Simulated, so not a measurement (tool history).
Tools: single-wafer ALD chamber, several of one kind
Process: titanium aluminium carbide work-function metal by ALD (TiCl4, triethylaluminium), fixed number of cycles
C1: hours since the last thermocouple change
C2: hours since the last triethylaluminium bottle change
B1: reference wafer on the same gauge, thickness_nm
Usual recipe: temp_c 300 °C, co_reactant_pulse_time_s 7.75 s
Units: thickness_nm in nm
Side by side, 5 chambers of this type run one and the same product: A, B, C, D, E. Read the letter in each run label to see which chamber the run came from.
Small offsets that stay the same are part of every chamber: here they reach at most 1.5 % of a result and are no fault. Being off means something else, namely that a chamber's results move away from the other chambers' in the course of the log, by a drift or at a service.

{"run": "1B", "hour": 6.9, "temp_c": 300, "co_reactant_pulse_time_s": 7.75, "C1": 478.5, "C2": 140.7, "B1": 1.9802, "thickness_nm": 1.918}
{"run": "2D", "hour": 19.6, "temp_c": 300, "co_reactant_pulse_time_s": 7.75, "C1": 318.9, "C2": 680.4, "B1": 1.9808, "thickness_nm": 1.9253}
{"run": "3E", "hour": 30.0, "temp_c": 300, "co_reactant_pulse_time_s": 7.75, "C1": 790.8, "C2": 531.1, "B1": 1.9807, "thickness_nm": 1.9005}
{"run": "4C", "hour": 42.9, "temp_c": 300, "co_reactant_pulse_time_s": 7.75, "C1": 1012.8, "C2": 925.3, "B1": 1.981, "thickness_nm": 1.9415}
{"run": "5A", "hour": 56.9, "temp_c": 300, "co_reactant_pulse_time_s": 7.75, "C1": 1027.4, "C2": 372.9, "B1": 1.9813, "thickness_nm": 1.9264}
{"run": "6E", "hour": 71.3, "temp_c": 300, "co_reactant_pulse_time_s": 7.75, "C1": 832.1, "C2": 572.4, "B1": 1.9814, "thickness_nm": 1.8972}
{"run": "7C", "hour": 82.0, "temp_c": 300, "co_reactant_pulse_time_s": 7.75, "C1": 1051.9, "C2": 964.4, "B1": 1.9821, "thickness_nm": 1.9412}
{"run": "8A", "hour": 90.3, "temp_c": 300, "co_reactant_pulse_time_s": 7.75, "C1": 1060.8, "C2": 406.3, "B1": 1.9819, "thickness_nm": 1.9232}
{"run": "9B", "hour": 104.7, "temp_c": 300, "co_reactant_pulse_time_s": 7.75, "C1": 576.3, "C2": 238.5, "B1": 1.9831, "thickness_nm": 1.9164}
{"run": "10D", "hour": 118.2, "temp_c": 300, "co_reactant_pulse_time_s": 7.75, "C1": 417.5, "C2": 779, "B1": 1.9823, "thickness_nm": 1.9264}
{"run": "11D", "hour": 129.4, "temp_c": 300, "co_reactant_pulse_time_s": 7.75, "C1": 428.7, "C2": 790.2, "B1": 1.9827, "thickness_nm": 1.9275}
{"run": "12A", "hour": 137.2, "temp_c": 300, "co_reactant_pulse_time_s": 7.75, "C1": 1107.7, "C2": 453.2, "B1": 1.9833, "thickness_nm": 1.9281}
{"run": "13C", "hour": 146.7, "temp_c": 300, "co_reactant_pulse_time_s": 7.75, "C1": 1116.6, "C2": 1029.1, "B1": 1.9836, "thickness_nm": 1.9472}
{"run": "14E", "hour": 157.8, "temp_c": 313, "co_reactant_pulse_time_s": 8.9, "C1": 918.6, "C2": 658.9, "B1": 1.9835, "thickness_nm": 2.0635}
{"run": "15B", "hour": 173.0, "temp_c": 313, "co_reactant_pulse_time_s": 8.9, "C1": 644.6, "C2": 306.8, "B1": 1.9832, "thickness_nm": 2.0772}
{"hour": 175.8, "done": "chamber A: triethylaluminium bottle replaced"}
{"run": "16D", "hour": 182.6, "temp_c": 313, "co_reactant_pulse_time_s": 8.9, "C1": 481.9, "C2": 843.4, "B1": 1.9843, "thickness_nm": 2.0861}
{"run": "17E", "hour": 196.2, "temp_c": 313, "co_reactant_pulse_time_s": 8.9, "C1": 957, "C2": 697.3, "B1": 1.9846, "thickness_nm": 2.0627}
{"run": "18B", "hour": 206.3, "temp_c": 313, "co_reactant_pulse_time_s": 8.9, "C1": 677.9, "C2": 340.1, "B1": 1.9846, "thickness_nm": 2.0763}
{"run": "19A", "hour": 216.1, "temp_c": 300, "co_reactant_pulse_time_s": 7.75, "C1": 1186.6, "C2": 40.4, "B1": 1.9847, "thickness_nm": 1.9288}
{"run": "20C", "hour": 231.0, "temp_c": 300, "co_reactant_pulse_time_s": 7.75, "C1": 1200.9, "C2": 1113.4, "B1": 1.9852, "thickness_nm": 1.9451}
{"run": "21E", "hour": 240.6, "temp_c": 300, "co_reactant_pulse_time_s": 7.75, "C1": 1001.4, "C2": 741.7, "B1": 1.9855, "thickness_nm": 1.9046}
{"run": "22C", "hour": 254.8, "temp_c": 300, "co_reactant_pulse_time_s": 7.75, "C1": 1224.7, "C2": 1137.2, "B1": 1.9851, "thickness_nm": 1.9466}
{"run": "23A", "hour": 265.7, "temp_c": 300, "co_reactant_pulse_time_s": 7.75, "C1": 1236.2, "C2": 90, "B1": 1.9854, "thickness_nm": 1.9295}
{"run": "24D", "hour": 273.4, "temp_c": 300, "co_reactant_pulse_time_s": 7.75, "C1": 572.7, "C2": 934.2, "B1": 1.9866, "thickness_nm": 1.9292}
{"run": "25B", "hour": 286.3, "temp_c": 300, "co_reactant_pulse_time_s": 7.75, "C1": 757.9, "C2": 420.1, "B1": 1.9867, "thickness_nm": 1.9246}
{"run": "26A", "hour": 296.9, "temp_c": 300, "co_reactant_pulse_time_s": 7.75, "C1": 1267.4, "C2": 121.2, "B1": 1.9867, "thickness_nm": 1.9245}
{"run": "27B", "hour": 307.1, "temp_c": 300, "co_reactant_pulse_time_s": 7.75, "C1": 778.7, "C2": 440.9, "B1": 1.9867, "thickness_nm": 1.922}
{"run": "28C", "hour": 319.3, "temp_c": 300, "co_reactant_pulse_time_s": 7.75, "C1": 1289.2, "C2": 1201.7, "B1": 1.9871, "thickness_nm": 1.9431}
{"run": "29D", "hour": 329.4, "temp_c": 300, "co_reactant_pulse_time_s": 7.75, "C1": 628.7, "C2": 990.2, "B1": 1.9874, "thickness_nm": 1.9301}
{"hour": 330.0, "done": "chamber B: triethylaluminium bottle replaced"}
{"run": "30E", "hour": 343.6, "temp_c": 300, "co_reactant_pulse_time_s": 7.75, "C1": 1104.4, "C2": 844.7, "B1": 1.9879, "thickness_nm": 1.9067}
{"run": "31B", "hour": 353.8, "temp_c": 300, "co_reactant_pulse_time_s": 7.75, "C1": 825.4, "C2": 23.8, "B1": 1.9875, "thickness_nm": 1.9218}
{"run": "32A", "hour": 365.9, "temp_c": 300, "co_reactant_pulse_time_s": 7.75, "C1": 1336.4, "C2": 190.2, "B1": 1.9886, "thickness_nm": 1.9313}
{"run": "33D", "hour": 372.6, "temp_c": 300, "co_reactant_pulse_time_s": 7.75, "C1": 671.9, "C2": 1033.4, "B1": 1.9885, "thickness_nm": 1.9284}
{"run": "34C", "hour": 380.7, "temp_c": 300, "co_reactant_pulse_time_s": 7.75, "C1": 1350.6, "C2": 1263.1, "B1": 1.9889, "thickness_nm": 1.9486}
{"run": "35E", "hour": 392.4, "temp_c": 286, "co_reactant_pulse_time_s": 6.53, "C1": 1153.2, "C2": 893.5, "B1": 1.9887, "thickness_nm": 1.7198}
{"run": "36C", "hour": 403.6, "temp_c": 286, "co_reactant_pulse_time_s": 6.53, "C1": 1373.5, "C2": 1286, "B1": 1.9888, "thickness_nm": 1.7636}

Next, all 5 chambers run the settings below, one line each with question marks for the results. What does each chamber give?
{"run": "37A", "hour": 414.4, "temp_c": 300, "co_reactant_pulse_time_s": 7.75, "thickness_nm": "?"}
{"run": "37B", "hour": 414.4, "temp_c": 300, "co_reactant_pulse_time_s": 7.75, "thickness_nm": "?"}
{"run": "37C", "hour": 414.4, "temp_c": 300, "co_reactant_pulse_time_s": 7.75, "thickness_nm": "?"}
{"run": "37D", "hour": 414.4, "temp_c": 300, "co_reactant_pulse_time_s": 7.75, "thickness_nm": "?"}
{"run": "37E", "hour": 414.4, "temp_c": 300, "co_reactant_pulse_time_s": 7.75, "thickness_nm": "?"}

run=37A thickness_nm=1.9318
run=37B thickness_nm=1.9221
run=37C thickness_nm=1.951
run=37D thickness_nm=1.9315
run=37E thickness_nm=1.908

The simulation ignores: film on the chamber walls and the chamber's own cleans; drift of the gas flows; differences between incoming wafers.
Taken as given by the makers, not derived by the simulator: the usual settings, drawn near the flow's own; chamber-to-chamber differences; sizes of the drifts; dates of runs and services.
